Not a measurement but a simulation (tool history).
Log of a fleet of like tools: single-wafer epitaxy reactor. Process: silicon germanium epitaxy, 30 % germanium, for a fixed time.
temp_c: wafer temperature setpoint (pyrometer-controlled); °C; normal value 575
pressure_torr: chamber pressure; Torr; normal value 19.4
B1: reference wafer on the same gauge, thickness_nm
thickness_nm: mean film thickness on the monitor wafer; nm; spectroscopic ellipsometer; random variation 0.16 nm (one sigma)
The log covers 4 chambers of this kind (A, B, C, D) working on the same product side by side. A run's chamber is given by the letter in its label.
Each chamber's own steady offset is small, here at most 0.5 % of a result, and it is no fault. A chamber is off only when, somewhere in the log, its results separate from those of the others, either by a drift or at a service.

{"run": "1A", "hour": 4.5, "temp_c": 575, "pressure_torr": 19.4, "B1": 29.292, "thickness_nm": 36.423}
{"run": "2C", "hour": 9.9, "temp_c": 575, "pressure_torr": 19.4, "B1": 29.281, "thickness_nm": 36.38}
{"run": "3D", "hour": 15.8, "temp_c": 575, "pressure_torr": 19.4, "B1": 29.316, "thickness_nm": 36.47}
{"run": "4B", "hour": 22.4, "temp_c": 575, "pressure_torr": 19.4, "B1": 29.283, "thickness_nm": 36.595}
{"run": "5A", "hour": 28.6, "temp_c": 575, "pressure_torr": 19.4, "B1": 29.295, "thickness_nm": 36.224}
{"run": "6D", "hour": 34.5, "temp_c": 575, "pressure_torr": 19.4, "B1": 29.275, "thickness_nm": 36.697}
{"run": "7C", "hour": 37.7, "temp_c": 575, "pressure_torr": 14.8, "B1": 29.276, "thickness_nm": 32.546}
{"run": "8B", "hour": 44.0, "temp_c": 575, "pressure_torr": 14.8, "B1": 29.291, "thickness_nm": 32.77}
{"run": "9A", "hour": 48.4, "temp_c": 575, "pressure_torr": 14.8, "B1": 29.325, "thickness_nm": 32.598}
{"run": "10B", "hour": 51.7, "temp_c": 575, "pressure_torr": 14.8, "B1": 29.299, "thickness_nm": 32.646}
{"run": "11C", "hour": 57.7, "temp_c": 575, "pressure_torr": 19.4, "B1": 29.302, "thickness_nm": 36.23}
{"run": "12D", "hour": 61.2, "temp_c": 575, "pressure_torr": 19.4, "B1": 29.301, "thickness_nm": 36.425}
{"run": "13D", "hour": 67.8, "temp_c": 575, "pressure_torr": 19.4, "B1": 29.29, "thickness_nm": 36.267}
{"hour": 72.8, "done": "chamber A: capacitance manometer re-zeroed and calibrated"}
{"run": "14C", "hour": 74.7, "temp_c": 575, "pressure_torr": 19.4, "B1": 29.326, "thickness_nm": 36.184}
{"run": "15A", "hour": 79.8, "temp_c": 575, "pressure_torr": 19.4, "B1": 29.31, "thickness_nm": 36.479}
{"run": "16B", "hour": 83.4, "temp_c": 575, "pressure_torr": 19.4, "B1": 29.299, "thickness_nm": 36.242}
{"run": "17D", "hour": 88.4, "temp_c": 575, "pressure_torr": 19.4, "B1": 29.298, "thickness_nm": 36.418}
{"run": "18A", "hour": 93.3, "temp_c": 575, "pressure_torr": 19.4, "B1": 29.281, "thickness_nm": 36.536}
{"run": "19C", "hour": 99.5, "temp_c": 575, "pressure_torr": 19.4, "B1": 29.295, "thickness_nm": 36.457}
{"run": "20B", "hour": 104.5, "temp_c": 575, "pressure_torr": 19.4, "B1": 29.293, "thickness_nm": 35.66}
{"run": "21D", "hour": 109.4, "temp_c": 575, "pressure_torr": 21.9, "B1": 29.318, "thickness_nm": 37.863}
{"run": "22B", "hour": 116.0, "temp_c": 575, "pressure_torr": 21.9, "B1": 29.303, "thickness_nm": 37.562}
{"run": "23C", "hour": 121.2, "temp_c": 575, "pressure_torr": 21.9, "B1": 29.308, "thickness_nm": 38.209}
{"run": "24A", "hour": 124.7, "temp_c": 575, "pressure_torr": 21.9, "B1": 29.3, "thickness_nm": 37.883}
{"run": "25B", "hour": 128.4, "temp_c": 575, "pressure_torr": 19.4, "B1": 29.296, "thickness_nm": 35.6}
{"hour": 132.5, "done": "chamber A: pyrometer calibrated"}
{"run": "26A", "hour": 133.1, "temp_c": 569, "pressure_torr": 21.2, "B1": 29.295, "thickness_nm": 33.54}
{"run": "27C", "hour": 139.6, "temp_c": 569, "pressure_torr": 21.2, "B1": 29.309, "thickness_nm": 33.269}
{"run": "28D", "hour": 142.6, "temp_c": 569, "pressure_torr": 21.2, "B1": 29.321, "thickness_nm": 33.559}
{"run": "29B", "hour": 145.8, "temp_c": 569, "pressure_torr": 21.2, "B1": 29.269, "thickness_nm": 32.613}
{"run": "30C", "hour": 150.1, "temp_c": 575, "pressure_torr": 19.4, "B1": 29.318, "thickness_nm": 36.544}
{"run": "31D", "hour": 154.9, "temp_c": 585, "pressure_torr": 19.4, "B1": 29.286, "thickness_nm": 44.045}
{"run": "32A", "hour": 160.3, "temp_c": 585, "pressure_torr": 19.4, "B1": 29.288, "thickness_nm": 43.67}
{"run": "33C", "hour": 164.8, "temp_c": 585, "pressure_torr": 19.4, "B1": 29.281, "thickness_nm": 44.262}

Next, all 4 chambers run the settings below, one line each with question marks for the results. What does each chamber give?
{"run": "34A", "hour": 169.7, "temp_c": 587, "pressure_torr": 19.4, "thickness_nm": "?"}
{"run": "34B", "hour": 169.7, "temp_c": 587, "pressure_torr": 19.4, "thickness_nm": "?"}
{"run": "34C", "hour": 169.7, "temp_c": 587, "pressure_torr": 19.4, "thickness_nm": "?"}
{"run": "34D", "hour": 169.7, "temp_c": 587, "pressure_torr": 19.4, "thickness_nm": "?"}

run=34A thickness_nm=45.363
run=34B thickness_nm=44.467
run=34C thickness_nm=45.711
run=34D thickness_nm=45.570
